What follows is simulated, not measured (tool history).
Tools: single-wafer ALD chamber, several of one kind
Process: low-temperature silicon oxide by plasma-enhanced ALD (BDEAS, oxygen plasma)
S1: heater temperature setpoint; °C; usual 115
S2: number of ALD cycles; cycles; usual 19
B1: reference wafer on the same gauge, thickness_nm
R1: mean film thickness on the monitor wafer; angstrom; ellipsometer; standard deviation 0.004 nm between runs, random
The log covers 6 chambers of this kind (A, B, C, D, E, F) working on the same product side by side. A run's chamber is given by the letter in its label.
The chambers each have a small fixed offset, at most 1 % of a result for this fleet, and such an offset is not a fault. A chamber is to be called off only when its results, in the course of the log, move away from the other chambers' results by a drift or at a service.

Run 1F, hour 9.6: usual settings; B1 2.23. Result: R1 26.311 angstrom.
Run 2B, hour 18.8: usual settings; B1 2.229. Result: R1 26.551 angstrom.
Run 3C, hour 26.8: usual settings; B1 2.2282. Result: R1 26.406 angstrom.
Run 4D, hour 34.9: usual settings; B1 2.2298. Result: R1 26.471 angstrom.
Run 5A, hour 43.4: usual settings but S1 106 °C; B1 2.2288. Result: R1 26.581 angstrom.
Run 6E, hour 51.7: usual settings but S1 106 °C; B1 2.2284. Result: R1 26.638 angstrom.
Run 7C, hour 58.4: usual settings but S1 106 °C; B1 2.2279. Result: R1 26.826 angstrom.
Run 8F, hour 70.9: usual settings but S1 106 °C; B1 2.2267. Result: R1 26.744 angstrom.
Run 9B, hour 76.8: usual settings but S1 106 °C; B1 2.2266. Result: R1 26.935 angstrom.
Run 10D, hour 87.9: usual settings but S1 106 °C; B1 2.2269. Result: R1 26.833 angstrom.
Run 11A, hour 95: usual settings but S1 127 °C; B1 2.2269. Result: R1 25.518 angstrom.
Run 12E, hour 101.3: usual settings but S1 127 °C; B1 2.2257. Result: R1 25.622 angstrom.
Run 13D, hour 110.4: usual settings but S1 127 °C; B1 2.2268. Result: R1 25.784 angstrom.
Run 14F, hour 116.9: usual settings but S1 127 °C; B1 2.2259. Result: R1 25.691 angstrom.
Run 15A, hour 125.6: usual settings but S1 127 °C; B1 2.2263. Result: R1 25.546 angstrom.
Run 16E, hour 138.4: usual settings but S1 127 °C; B1 2.2247. Result: R1 25.567 angstrom.
Run 17C, hour 147.5: usual settings; B1 2.225. Result: R1 26.389 angstrom.
Run 18B, hour 159.3: usual settings; B1 2.2244. Result: R1 26.463 angstrom.
Run 19F, hour 167: usual settings; B1 2.2235. Result: R1 26.355 angstrom.
Run 20E, hour 177.7: usual settings; B1 2.2241. Result: R1 26.044 angstrom.
Run 21A, hour 188: usual settings; B1 2.2226. Result: R1 26.132 angstrom.
Run 22B, hour 200: usual settings; B1 2.2227. Result: R1 26.45 angstrom.
Run 23C, hour 211.1: usual settings; B1 2.2226. Result: R1 26.301 angstrom.
At hour 216.3: chamber F: thermocouple changed; heater temperature recalibrated.
Run 24D, hour 220.7: usual settings; B1 2.2225. Result: R1 26.42 angstrom.
Run 25F, hour 233.4: usual settings; B1 2.2218. Result: R1 26.22 angstrom.
Run 26B, hour 241.8: usual settings; B1 2.2211. Result: R1 26.513 angstrom.
Run 27E, hour 251: usual settings; B1 2.2205. Result: R1 26.083 angstrom.
Run 28A, hour 262.7: usual settings; B1 2.2205. Result: R1 26.107 angstrom.
Run 29D, hour 270.9: usual settings; B1 2.22. Result: R1 26.343 angstrom.
Run 30C, hour 280.9: usual settings; B1 2.2196. Result: R1 26.328 angstrom.
Run 31B, hour 289.4: usual settings; B1 2.2203. Result: R1 26.42 angstrom.
Run 32E, hour 299.1: usual settings; B1 2.2191. Result: R1 26.097 angstrom.
Run 33C, hour 309: usual settings; B1 2.2198. Result: R1 26.276 angstrom.
Run 34A, hour 318.4: usual settings; B1 2.2188. Result: R1 26.022 angstrom.
Run 35D, hour 331: usual settings; B1 2.2184. Result: R1 26.4 angstrom.
Run 36F, hour 337.2: usual settings; B1 2.2184. Result: R1 26.232 angstrom.
Run 37A, hour 348.2: usual settings but S2 16 cycles; B1 2.2169. Result: R1 21.964 angstrom.
Run 38F, hour 358.6: usual settings but S2 16 cycles; B1 2.2166. Result: R1 22.073 angstrom.
Run 39C, hour 364.9: usual settings but S2 16 cycles; B1 2.2171. Result: R1 22.183 angstrom.
Run 40B, hour 376.7: usual settings but S2 16 cycles; B1 2.2167. Result: R1 22.268 angstrom.
Run 41E, hour 384.8: usual settings but S2 16 cycles; B1 2.2159. Result: R1 21.964 angstrom.

Next, all 6 chambers run the settings below, one line each with question marks for the results. What does each chamber give?
Run 42A, hour 394.4: usual settings but S1 108 °C. Result: R1 ?.
Run 42B, hour 394.4: usual settings but S1 108 °C. Result: R1 ?.
Run 42C, hour 394.4: usual settings but S1 108 °C. Result: R1 ?.
Run 42D, hour 394.4: usual settings but S1 108 °C. Result: R1 ?.
Run 42E, hour 394.4: usual settings but S1 108 °C. Result: R1 ?.
Run 42F, hour 394.4: usual settings but S1 108 °C. Result: R1 ?.

run      R1
42A  26.396
42B  26.725
42C  26.633
42D  26.595
42E  26.431
42F   26.48
